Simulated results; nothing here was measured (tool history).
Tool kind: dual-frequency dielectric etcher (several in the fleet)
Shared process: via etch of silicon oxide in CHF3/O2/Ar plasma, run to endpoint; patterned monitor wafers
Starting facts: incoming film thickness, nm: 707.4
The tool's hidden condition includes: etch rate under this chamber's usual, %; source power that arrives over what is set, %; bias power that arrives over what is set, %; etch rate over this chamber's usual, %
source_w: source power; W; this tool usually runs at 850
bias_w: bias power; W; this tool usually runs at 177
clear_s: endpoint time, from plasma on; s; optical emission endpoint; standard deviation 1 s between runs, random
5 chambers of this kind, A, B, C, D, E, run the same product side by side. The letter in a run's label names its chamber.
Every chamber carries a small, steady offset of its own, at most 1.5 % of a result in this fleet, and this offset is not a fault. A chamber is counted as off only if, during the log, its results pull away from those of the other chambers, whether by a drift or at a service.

run   hour  source_w  bias_w  hours since the last wet clean  hours since the last source power generator calibration  hours since the last bias power generator calibration  clear_s
 1D      7       850     177                            86.6                                                    951.9                                                 3040.7    311.7
 2E     13       850     177                           245.7                                                   2030.7                                                 3711.2   314.46
 3C   20.6       850     177                           209.7                                                   1317.5                                                  671.4   316.01
 4B   32.6       850     177                           281.8                                                    910.6                                                  195.2   311.34
 5A   42.7       850     177                           500.7                                                   3190.1                                                 2983.1   316.08
 6D   51.4       850     177                             131                                                    996.3                                                 3085.1   311.27
 7B   61.9       850     177                           311.1                                                    939.9                                                  224.5    311.4
      70.3  -- chamber A: source power generator calibrated
 8E   71.2       850     177                           303.9                                                   2088.9                                                 3769.4   316.63
 9C   84.1       850     177                           273.2                                                     1381                                                  734.9    315.4
10A   89.8       850     177                           547.8                                                     19.5                                                 3030.2   315.96
11A  101.4       850     177                           559.4                                                     31.1                                                 3041.8   317.81
12C  111.9       850     177                             301                                                   1408.8                                                  762.7   314.42
     120.6  -- chamber E: wet clean of the chamber
13B  120.9       780     157                           370.1                                                    998.9                                                  283.5   334.55
14D  130.4       780     157                             210                                                   1075.3                                                 3164.1    336.3
     136.2  -- chamber A: wet clean of the chamber
15E  140.1       780     157                            19.5                                                   2157.8                                                 3838.3   338.79
16D  147.9       780     157                           227.5                                                   1092.8                                                 3181.6    336.4
17B  157.5       780     157                           406.7                                                   1035.5                                                  320.1   335.08
18E  169.2       850     177                            48.6                                                   2186.9                                                 3867.4   315.24
19C  179.1       850     177                           368.2                                                     1476                                                  829.9   318.15
20A  185.9       850     177                            49.8                                                    115.6                                                 3126.3   314.02
21C  193.3       850     177                           382.4                                                   1490.2                                                  844.1   317.93
22B  202.8       850     177                             452                                                   1080.8                                                  365.4   313.73
23A  208.5       850     177                            72.4                                                    138.2                                                 3148.9   317.17
24E  220.7       850     177                           100.1                                                   2238.4                                                 3918.9    315.6
25D  227.9       990     177                           307.5                                                   1172.8                                                 3261.6   293.55
26A  235.2       990     177                            99.1                                                    164.9                                                 3175.6   297.42
27D  241.4       990     177                             321                                                   1186.3                                                 3275.1   295.05
28C  247.7       990     177                           436.8                                                   1544.6                                                  898.5   302.93
29E  253.9       990     177                           133.3                                                   2271.6                                                 3952.1   298.53
30B  261.4       850     177                           510.6                                                   1139.4                                                    424   310.31
31A  270.4      1050     149                           134.3                                                    200.1                                                 3210.8   306.81
32D  283.4      1050     149                             363                                                   1228.3                                                 3317.1   303.98
33B  292.2      1050     149                           541.4                                                   1170.2                                                  454.8   301.86
34E    302      1050     149                           181.4                                                   2319.7                                                 4000.2   306.38
35C    315      1050     149                           504.1                                                   1611.9                                                  965.8   314.82
36E  327.8       850     177                           207.2                                                   2345.5                                                   4026   317.22
37A  337.6       990     177                           201.5                                                    267.3                                                   3278   297.52
38C  347.1       990     177                           536.2                                                     1644                                                  997.9   306.41
     354.4  -- chamber B: wet clean of the chamber
39D  355.2       990     177                           434.8                                                   1300.1                                                 3388.9    294.8
40B  363.5       990     177                             9.1                                                   1241.5                                                  526.1   293.76
41B  369.4       990     177                              15                                                   1247.4                                                    532   292.35
42E  376.3       740     140                           255.7                                                     2394                                                 4074.5   361.35
43D  387.1       740     140                           466.7                                                     1332                                                 3420.8   354.39

Which is it: a chamber that has drifted or been left off by a service, a gauge drift common to all chambers, or only each chamber's usual small offset? If a chamber is off, name it and its likeliest cause.

Chamber C drifts away from the others.
Cause: etch rate under this chamber's usual, % = 3.95.

Here are 4 candidates for chamber C's next run, each the usual settings with a change, their results left as question marks. Which one brings its results back in line with what the others give on the usual settings?
To be in line, a result may differ from the other chambers' mean on the usual settings by at most: clear_s 3.6 s
44C-1  396.5       820     172                                                                                                                                                        ?
44C-2  396.5       850     151                                                                                                                                                        ?
44C-3  396.5       890     177                                                                                                                                                        ?
44C-4  396.5       910     188                                                                                                                                                        ?

The other chambers' mean on the usual settings: clear_s 313.69 s
  run  clear_s
44C-1      336
44C-2   345.26
44C-3   322.59
44C-4   313.69
The answer is 44C-4, which returns the chamber to within the allowed miss of the others.
